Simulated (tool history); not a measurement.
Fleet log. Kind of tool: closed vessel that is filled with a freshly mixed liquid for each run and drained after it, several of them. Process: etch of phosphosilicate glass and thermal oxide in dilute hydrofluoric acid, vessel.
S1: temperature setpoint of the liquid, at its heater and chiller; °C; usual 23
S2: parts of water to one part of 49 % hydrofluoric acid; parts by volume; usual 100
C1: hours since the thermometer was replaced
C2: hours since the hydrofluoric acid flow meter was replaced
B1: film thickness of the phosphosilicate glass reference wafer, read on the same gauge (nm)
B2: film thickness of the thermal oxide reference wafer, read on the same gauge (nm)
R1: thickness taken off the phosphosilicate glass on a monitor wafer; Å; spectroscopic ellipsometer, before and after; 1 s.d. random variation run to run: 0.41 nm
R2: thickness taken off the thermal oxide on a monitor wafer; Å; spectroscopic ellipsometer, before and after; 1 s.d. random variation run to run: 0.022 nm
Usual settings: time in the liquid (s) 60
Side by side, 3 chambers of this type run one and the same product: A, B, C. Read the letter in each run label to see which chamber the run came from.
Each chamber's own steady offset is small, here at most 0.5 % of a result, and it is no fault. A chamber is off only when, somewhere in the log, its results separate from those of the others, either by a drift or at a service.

run 1B hour=7.1 | S1=23 S2=100 time_in_the_liquid_(s)=60 | C1=202.7 C2=840 | B1=79.981 B2=99.993 | R1=675.97 R2=27.616
run 2C hour=11.3 | S1=23 S2=100 time_in_the_liquid_(s)=60 | C1=151.2 C2=1019.8 | B1=80.011 B2=99.98 | R1=679.93 R2=28.162
run 3A hour=16.5 | S1=23 S2=100 time_in_the_liquid_(s)=60 | C1=277.2 C2=1564.6 | B1=80.002 B2=99.99 | R1=682.27 R2=28.439
run 4A hour=22.2 | S1=23 S2=100 time_in_the_liquid_(s)=60 | C1=282.9 C2=1570.3 | B1=79.983 B2=99.995 | R1=669.61 R2=27.728
run 5C hour=28.3 | S1=23 S2=100 time_in_the_liquid_(s)=60 | C1=168.2 C2=1036.8 | B1=79.979 B2=99.981 | R1=678.08 R2=28.214
run 6B hour=31.9 | S1=23 S2=100 time_in_the_liquid_(s)=60 | C1=227.5 C2=864.8 | B1=79.99 B2=100 | R1=667.63 R2=27.848
run 7B hour=37.1 | S1=23 S2=100 time_in_the_liquid_(s)=60 | C1=232.7 C2=870 | B1=80.038 B2=99.988 | R1=675.97 R2=28.05
run 8A hour=40.5 | S1=23 S2=100 time_in_the_liquid_(s)=60 | C1=301.2 C2=1588.6 | B1=79.997 B2=100.02 | R1=674.91 R2=28.123
run 9C hour=46 | S1=23 S2=100 time_in_the_liquid_(s)=60 | C1=185.9 C2=1054.5 | B1=79.997 B2=100.03 | R1=671.87 R2=28.402
run 10A hour=53.1 | S1=23 S2=100 time_in_the_liquid_(s)=60 | C1=313.8 C2=1601.2 | B1=80 B2=100.01 | R1=672.53 R2=28.406
run 11C hour=57.9 | S1=23 S2=100 time_in_the_liquid_(s)=60 | C1=197.8 C2=1066.4 | B1=80.048 B2=99.997 | R1=685.29 R2=28.054
run 12B hour=64.6 | S1=23 S2=100 time_in_the_liquid_(s)=60 | C1=260.2 C2=897.5 | B1=79.958 B2=99.999 | R1=673.04 R2=27.669
run 13A hour=69.6 | S1=23 S2=100 time_in_the_liquid_(s)=60 | C1=330.3 C2=1617.7 | B1=79.968 B2=100 | R1=673.95 R2=27.922
run 14C hour=74.8 | S1=23 S2=100 time_in_the_liquid_(s)=60 | C1=214.7 C2=1083.3 | B1=80.021 B2=99.99 | R1=680.83 R2=27.996
run 15B hour=81.3 | S1=23 S2=100 time_in_the_liquid_(s)=60 | C1=276.9 C2=914.2 | B1=79.961 B2=99.992 | R1=671.44 R2=27.531
run 16A hour=88.3 | S1=23 S2=100 time_in_the_liquid_(s)=60 | C1=349 C2=1636.4 | B1=79.977 B2=99.979 | R1=674.86 R2=27.857
run 17C hour=95.4 | S1=23 S2=100 time_in_the_liquid_(s)=60 | C1=235.3 C2=1103.9 | B1=80.032 B2=100.02 | R1=671.64 R2=28.039
run 18B hour=101.8 | S1=23 S2=100 time_in_the_liquid_(s)=60 | C1=297.4 C2=934.7 | B1=79.982 B2=99.983 | R1=674.12 R2=27.942
run 19C hour=109.2 | S1=23 S2=100 time_in_the_liquid_(s)=60 | C1=249.1 C2=1117.7 | B1=79.979 B2=99.977 | R1=667.21 R2=28.253
run 20B hour=114 | S1=23 S2=100 time_in_the_liquid_(s)=60 | C1=309.6 C2=946.9 | B1=79.95 B2=100.01 | R1=667.6 R2=27.999
run 21A hour=120.3 | S1=23 S2=100 time_in_the_liquid_(s)=60 | C1=381 C2=1668.4 | B1=79.986 B2=99.978 | R1=671.66 R2=28.132
run 22B hour=124.5 | S1=23 S2=100 time_in_the_liquid_(s)=60 | C1=320.1 C2=957.4 | B1=80.022 B2=99.982 | R1=669.55 R2=28.206
run 23A hour=128.2 | S1=23 S2=70 time_in_the_liquid_(s)=60 | C1=388.9 C2=1676.3 | B1=80.038 B2=100.02 | R1=985.07 R2=41.926
run 24C hour=132.1 | S1=23 S2=70 time_in_the_liquid_(s)=60 | C1=272 C2=1140.6 | B1=79.979 B2=100.03 | R1=996.59 R2=41.089
run 25C hour=138.4 | S1=23 S2=70 time_in_the_liquid_(s)=60 | C1=278.3 C2=1146.9 | B1=79.979 B2=99.99 | R1=992.63 R2=41.124
run 26A hour=142.4 | S1=23 S2=100 time_in_the_liquid_(s)=60 | C1=403.1 C2=1690.5 | B1=80.013 B2=99.974 | R1=674.54 R2=27.795
run 27B hour=149.1 | S1=23 S2=100 time_in_the_liquid_(s)=60 | C1=344.7 C2=982 | B1=79.984 B2=100.02 | R1=670.67 R2=28.09
run 28A hour=155.4 | S1=23 S2=100 time_in_the_liquid_(s)=60 | C1=416.1 C2=1703.5 | B1=80.006 B2=99.94 | R1=665.38 R2=28.143
run 29C hour=162.4 | S1=23 S2=100 time_in_the_liquid_(s)=60 | C1=302.3 C2=1170.9 | B1=80.049 B2=99.974 | R1=681.36 R2=28.084
run 30B hour=167.2 | S1=23 S2=100 time_in_the_liquid_(s)=60 | C1=362.8 C2=1000.1 | B1=79.971 B2=99.961 | R1=675.24 R2=28.063
run 31A hour=171.9 | S1=23 S2=100 time_in_the_liquid_(s)=60 | C1=432.6 C2=1720 | B1=80.02 B2=99.973 | R1=675.28 R2=28.26

Does one chamber stand apart from the rest, does the shared gauge drift, or is all well apart from small per-chamber offsets? Give the chamber and the most likely cause, where there is one.

No chamber is off and the gauge is stable; the differences are just each chamber's small, constant offset.

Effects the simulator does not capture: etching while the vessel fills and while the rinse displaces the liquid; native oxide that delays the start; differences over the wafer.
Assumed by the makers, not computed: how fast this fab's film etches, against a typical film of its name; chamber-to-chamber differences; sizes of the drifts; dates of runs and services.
